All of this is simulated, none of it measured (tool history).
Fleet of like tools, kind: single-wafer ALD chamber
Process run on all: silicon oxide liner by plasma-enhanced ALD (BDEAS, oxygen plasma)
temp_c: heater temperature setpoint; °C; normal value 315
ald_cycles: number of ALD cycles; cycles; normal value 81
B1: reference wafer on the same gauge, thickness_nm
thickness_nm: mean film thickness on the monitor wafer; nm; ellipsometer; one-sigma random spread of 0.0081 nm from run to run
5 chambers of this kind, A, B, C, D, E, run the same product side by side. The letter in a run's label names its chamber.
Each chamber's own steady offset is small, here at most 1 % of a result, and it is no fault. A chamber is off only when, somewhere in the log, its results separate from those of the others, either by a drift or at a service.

{"run": "1A", "hour": 4.7, "temp_c": 315, "ald_cycles": 81, "B1": 6.3706, "thickness_nm": 7.3367}
{"run": "2C", "hour": 14.0, "temp_c": 315, "ald_cycles": 81, "B1": 6.3696, "thickness_nm": 7.4116}
{"run": "3E", "hour": 18.8, "temp_c": 315, "ald_cycles": 81, "B1": 6.3691, "thickness_nm": 7.3915}
{"hour": 20.5, "done": "chamber C: thermocouple changed; heater temperature recalibrated"}
{"run": "4B", "hour": 26.1, "temp_c": 315, "ald_cycles": 81, "B1": 6.37, "thickness_nm": 7.3516}
{"run": "5D", "hour": 35.2, "temp_c": 315, "ald_cycles": 81, "B1": 6.367, "thickness_nm": 7.4145}
{"run": "6C", "hour": 41.2, "temp_c": 315, "ald_cycles": 81, "B1": 6.3641, "thickness_nm": 7.4321}
{"run": "7A", "hour": 50.6, "temp_c": 315, "ald_cycles": 81, "B1": 6.3646, "thickness_nm": 7.3592}
{"run": "8B", "hour": 56.3, "temp_c": 315, "ald_cycles": 81, "B1": 6.3658, "thickness_nm": 7.3601}
{"run": "9E", "hour": 65.3, "temp_c": 315, "ald_cycles": 81, "B1": 6.3653, "thickness_nm": 7.3731}
{"run": "10D", "hour": 73.4, "temp_c": 321, "ald_cycles": 89, "B1": 6.3633, "thickness_nm": 8.0936}
{"run": "11E", "hour": 83.3, "temp_c": 321, "ald_cycles": 89, "B1": 6.3635, "thickness_nm": 8.0315}
{"run": "12C", "hour": 91.4, "temp_c": 321, "ald_cycles": 89, "B1": 6.3611, "thickness_nm": 8.0665}
{"run": "13B", "hour": 99.1, "temp_c": 321, "ald_cycles": 89, "B1": 6.3626, "thickness_nm": 7.9871}
{"run": "14A", "hour": 108.3, "temp_c": 321, "ald_cycles": 89, "B1": 6.3622, "thickness_nm": 7.9946}
{"run": "15D", "hour": 113.3, "temp_c": 315, "ald_cycles": 81, "B1": 6.3606, "thickness_nm": 7.4173}
{"run": "16C", "hour": 120.5, "temp_c": 315, "ald_cycles": 81, "B1": 6.3597, "thickness_nm": 7.4171}
{"run": "17B", "hour": 128.1, "temp_c": 315, "ald_cycles": 81, "B1": 6.3602, "thickness_nm": 7.3474}
{"run": "18A", "hour": 134.8, "temp_c": 315, "ald_cycles": 81, "B1": 6.3588, "thickness_nm": 7.324}
{"run": "19E", "hour": 139.4, "temp_c": 315, "ald_cycles": 81, "B1": 6.3586, "thickness_nm": 7.3642}
{"run": "20D", "hour": 148.4, "temp_c": 315, "ald_cycles": 81, "B1": 6.3577, "thickness_nm": 7.4135}
{"run": "21B", "hour": 156.1, "temp_c": 315, "ald_cycles": 81, "B1": 6.3559, "thickness_nm": 7.3344}
{"run": "22E", "hour": 164.6, "temp_c": 315, "ald_cycles": 81, "B1": 6.3585, "thickness_nm": 7.3531}
{"run": "23C", "hour": 171.0, "temp_c": 315, "ald_cycles": 81, "B1": 6.3548, "thickness_nm": 7.4113}
{"run": "24A", "hour": 180.6, "temp_c": 308, "ald_cycles": 93, "B1": 6.3581, "thickness_nm": 8.5112}
{"run": "25D", "hour": 190.3, "temp_c": 308, "ald_cycles": 93, "B1": 6.3543, "thickness_nm": 8.5893}
{"run": "26C", "hour": 198.0, "temp_c": 308, "ald_cycles": 93, "B1": 6.3556, "thickness_nm": 8.5895}
{"run": "27B", "hour": 207.9, "temp_c": 308, "ald_cycles": 93, "B1": 6.3529, "thickness_nm": 8.5034}
{"run": "28E", "hour": 215.0, "temp_c": 308, "ald_cycles": 93, "B1": 6.3538, "thickness_nm": 8.5372}
{"run": "29D", "hour": 224.3, "temp_c": 315, "ald_cycles": 81, "B1": 6.3517, "thickness_nm": 7.4193}
{"run": "30A", "hour": 231.7, "temp_c": 315, "ald_cycles": 81, "B1": 6.3526, "thickness_nm": 7.3327}
{"run": "31A", "hour": 242.0, "temp_c": 315, "ald_cycles": 81, "B1": 6.351, "thickness_nm": 7.3108}
{"run": "32C", "hour": 248.3, "temp_c": 315, "ald_cycles": 81, "B1": 6.3506, "thickness_nm": 7.3964}
{"run": "33D", "hour": 257.1, "temp_c": 315, "ald_cycles": 81, "B1": 6.3496, "thickness_nm": 7.4091}
{"run": "34E", "hour": 263.5, "temp_c": 315, "ald_cycles": 81, "B1": 6.3511, "thickness_nm": 7.3569}
{"run": "35B", "hour": 273.4, "temp_c": 315, "ald_cycles": 81, "B1": 6.3475, "thickness_nm": 7.3208}
{"run": "36B", "hour": 283.3, "temp_c": 315, "ald_cycles": 81, "B1": 6.3448, "thickness_nm": 7.3329}
{"run": "37E", "hour": 290.5, "temp_c": 315, "ald_cycles": 81, "B1": 6.3451, "thickness_nm": 7.3583}
{"run": "38C", "hour": 299.8, "temp_c": 315, "ald_cycles": 81, "B1": 6.3463, "thickness_nm": 7.3934}
{"run": "39A", "hour": 309.5, "temp_c": 315, "ald_cycles": 81, "B1": 6.3454, "thickness_nm": 7.3365}
{"run": "40D", "hour": 316.4, "temp_c": 315, "ald_cycles": 81, "B1": 6.344, "thickness_nm": 7.402}
{"run": "41A", "hour": 325.1, "temp_c": 315, "ald_cycles": 81, "B1": 6.3444, "thickness_nm": 7.3313}
{"run": "42D", "hour": 330.9, "temp_c": 315, "ald_cycles": 81, "B1": 6.3421, "thickness_nm": 7.3886}
{"run": "43C", "hour": 341.3, "temp_c": 325, "ald_cycles": 91, "B1": 6.3431, "thickness_nm": 8.1843}
{"run": "44B", "hour": 347.2, "temp_c": 325, "ald_cycles": 91, "B1": 6.3406, "thickness_nm": 8.1006}

For the next run the whole fleet of 5 chambers uses the same settings. Give each chamber's results:
{"run": "45A", "hour": 354.6, "temp_c": 306, "ald_cycles": 81, "thickness_nm": "?"}
{"run": "45B", "hour": 354.6, "temp_c": 306, "ald_cycles": 81, "thickness_nm": "?"}
{"run": "45C", "hour": 354.6, "temp_c": 306, "ald_cycles": 81, "thickness_nm": "?"}
{"run": "45D", "hour": 354.6, "temp_c": 306, "ald_cycles": 81, "thickness_nm": "?"}
{"run": "45E", "hour": 354.6, "temp_c": 306, "ald_cycles": 81, "thickness_nm": "?"}

run=45A thickness_nm=7.4268
run=45B thickness_nm=7.4105
run=45C thickness_nm=7.4716
run=45D thickness_nm=7.4830
run=45E thickness_nm=7.4433
